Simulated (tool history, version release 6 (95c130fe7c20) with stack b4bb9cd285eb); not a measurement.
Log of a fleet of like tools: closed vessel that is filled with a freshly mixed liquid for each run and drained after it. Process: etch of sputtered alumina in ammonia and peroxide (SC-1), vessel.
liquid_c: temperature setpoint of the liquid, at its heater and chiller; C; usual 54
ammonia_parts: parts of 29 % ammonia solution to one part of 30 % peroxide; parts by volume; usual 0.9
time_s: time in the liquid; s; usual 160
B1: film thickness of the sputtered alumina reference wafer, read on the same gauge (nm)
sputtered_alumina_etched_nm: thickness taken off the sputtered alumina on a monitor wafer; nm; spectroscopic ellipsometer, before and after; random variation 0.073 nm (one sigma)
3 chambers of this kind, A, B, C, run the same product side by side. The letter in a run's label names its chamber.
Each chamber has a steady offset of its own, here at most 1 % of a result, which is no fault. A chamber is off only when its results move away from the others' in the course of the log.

Run 1A, hour 12.7: usual settings; B1 29.992. Result: sputtered_alumina_etched_nm 20.266 nm.
Run 2C, hour 23.7: usual settings; B1 29.998. Result: sputtered_alumina_etched_nm 20.296 nm.
Run 3B, hour 38.9: usual settings; B1 30.013. Result: sputtered_alumina_etched_nm 20.155 nm.
Run 4B, hour 47.3: usual settings; B1 30.004. Result: sputtered_alumina_etched_nm 20.255 nm.
Run 5A, hour 58.2: usual settings; B1 30.029. Result: sputtered_alumina_etched_nm 20.178 nm.
Run 6C, hour 67.0: usual settings; B1 29.996. Result: sputtered_alumina_etched_nm 20.392 nm.
Run 7C, hour 74.2: usual settings; B1 30.000. Result: sputtered_alumina_etched_nm 20.534 nm.
Run 8A, hour 83.8: usual settings; B1 30.007. Result: sputtered_alumina_etched_nm 20.174 nm.
Run 9B, hour 99.9: usual settings; B1 30.006. Result: sputtered_alumina_etched_nm 20.181 nm.
At hour 104.8: chamber A: new drum of ammonia solution connected.
Run 10B, hour 107.0: usual settings but ammonia_parts 1.2 parts by volume; B1 29.998. Result: sputtered_alumina_etched_nm 20.688 nm.
Run 11A, hour 123.3: usual settings but ammonia_parts 1.2 parts by volume; B1 30.031. Result: sputtered_alumina_etched_nm 20.974 nm.
Run 12C, hour 131.4: usual settings but ammonia_parts 1.2 parts by volume; B1 29.998. Result: sputtered_alumina_etched_nm 20.922 nm.
Run 13A, hour 143.9: usual settings; B1 29.987. Result: sputtered_alumina_etched_nm 20.342 nm.
Run 14B, hour 155.9: usual settings; B1 30.009. Result: sputtered_alumina_etched_nm 20.000 nm.
Run 15C, hour 163.9: usual settings; B1 29.994. Result: sputtered_alumina_etched_nm 20.305 nm.
Run 16B, hour 171.6: usual settings; B1 30.017. Result: sputtered_alumina_etched_nm 20.101 nm.
At hour 181.4: chamber B: new drum of ammonia solution connected.
Run 17A, hour 181.7: usual settings but liquid_c 50 C, time_s 110 s; B1 29.992. Result: sputtered_alumina_etched_nm 11.213 nm.
Run 18C, hour 191.7: usual settings but liquid_c 50 C, time_s 110 s; B1 30.002. Result: sputtered_alumina_etched_nm 11.206 nm.
Run 19C, hour 202.2: usual settings but liquid_c 50 C, time_s 110 s; B1 29.989. Result: sputtered_alumina_etched_nm 11.293 nm.
Run 20A, hour 218.2: usual settings; B1 30.010. Result: sputtered_alumina_etched_nm 20.207 nm.
Run 21B, hour 229.4: usual settings; B1 29.983. Result: sputtered_alumina_etched_nm 20.016 nm.
Run 22B, hour 238.3: usual settings; B1 30.000. Result: sputtered_alumina_etched_nm 19.968 nm.
Run 23C, hour 247.6: usual settings; B1 30.007. Result: sputtered_alumina_etched_nm 20.406 nm.
Run 24A, hour 255.2: usual settings; B1 30.001. Result: sputtered_alumina_etched_nm 20.286 nm.
Run 25B, hour 269.1: usual settings; B1 30.033. Result: sputtered_alumina_etched_nm 19.802 nm.
Run 26C, hour 285.0: usual settings; B1 29.996. Result: sputtered_alumina_etched_nm 20.401 nm.
Run 27A, hour 292.4: usual settings; B1 29.971. Result: sputtered_alumina_etched_nm 20.336 nm.
Run 28B, hour 300.5: usual settings; B1 30.005. Result: sputtered_alumina_etched_nm 19.876 nm.
Run 29C, hour 311.5: usual settings; B1 29.980. Result: sputtered_alumina_etched_nm 20.426 nm.
Run 30A, hour 320.0: usual settings; B1 29.996. Result: sputtered_alumina_etched_nm 20.413 nm.
Run 31B, hour 334.5: usual settings but time_s 90 s; B1 30.012. Result: sputtered_alumina_etched_nm 11.153 nm.
Run 32A, hour 343.6: usual settings but time_s 90 s; B1 30.027. Result: sputtered_alumina_etched_nm 11.401 nm.
Run 33C, hour 350.7: usual settings but time_s 90 s; B1 30.012. Result: sputtered_alumina_etched_nm 11.391 nm.
Run 34C, hour 365.3: usual settings; B1 30.027. Result: sputtered_alumina_etched_nm 20.315 nm.
Run 35B, hour 375.7: usual settings but liquid_c 51 C, ammonia_parts 1.2 parts by volume; B1 29.995. Result: sputtered_alumina_etched_nm 17.307 nm.
Run 36A, hour 391.5: usual settings but liquid_c 51 C, ammonia_parts 1.2 parts by volume; B1 29.992. Result: sputtered_alumina_etched_nm 17.663 nm.
Run 37C, hour 402.0: usual settings but liquid_c 51 C, ammonia_parts 1.2 parts by volume; B1 30.008. Result: sputtered_alumina_etched_nm 17.812 nm.
Run 38A, hour 410.4: usual settings; B1 30.015. Result: sputtered_alumina_etched_nm 20.249 nm.
Run 39B, hour 422.8: usual settings; B1 29.987. Result: sputtered_alumina_etched_nm 19.663 nm.
Run 40B, hour 435.0: usual settings; B1 30.015. Result: sputtered_alumina_etched_nm 19.631 nm.

What goes on in this fleet: one chamber off, a drifting gauge, or nothing beyond the chambers' own small offsets? Name the chamber and the cause, if any.

Chamber B drifts away from the others.
Cause: liquid colder than its thermometer reads (K) = 0.445.

Here are 4 candidates for chamber B's next run, each the usual settings with a change, their results left as question marks. Which one brings its results back in line with what the others give on the usual settings?
In line means no further than this from the other chambers' mean on the usual settings: sputtered_alumina_etched_nm 0.260 nm
Run 41B-1, hour 446.6: usual settings but liquid_c 54.5 C. Result: sputtered_alumina_etched_nm ?.
Run 41B-2, hour 446.6: usual settings but liquid_c 53.0 C. Result: sputtered_alumina_etched_nm ?.
Run 41B-3, hour 446.6: usual settings but liquid_c 53.5 C. Result: sputtered_alumina_etched_nm ?.
Run 41B-4, hour 446.6: usual settings but liquid_c 55.0 C. Result: sputtered_alumina_etched_nm ?.

The other chambers' mean on the usual settings: sputtered_alumina_etched_nm 20.290 nm
  run  sputtered_alumina_etched_nm
41B-1                       20.248
41B-2                       18.700
41B-3                       19.201
41B-4                       20.785
41B-1 brings the chamber back in line.
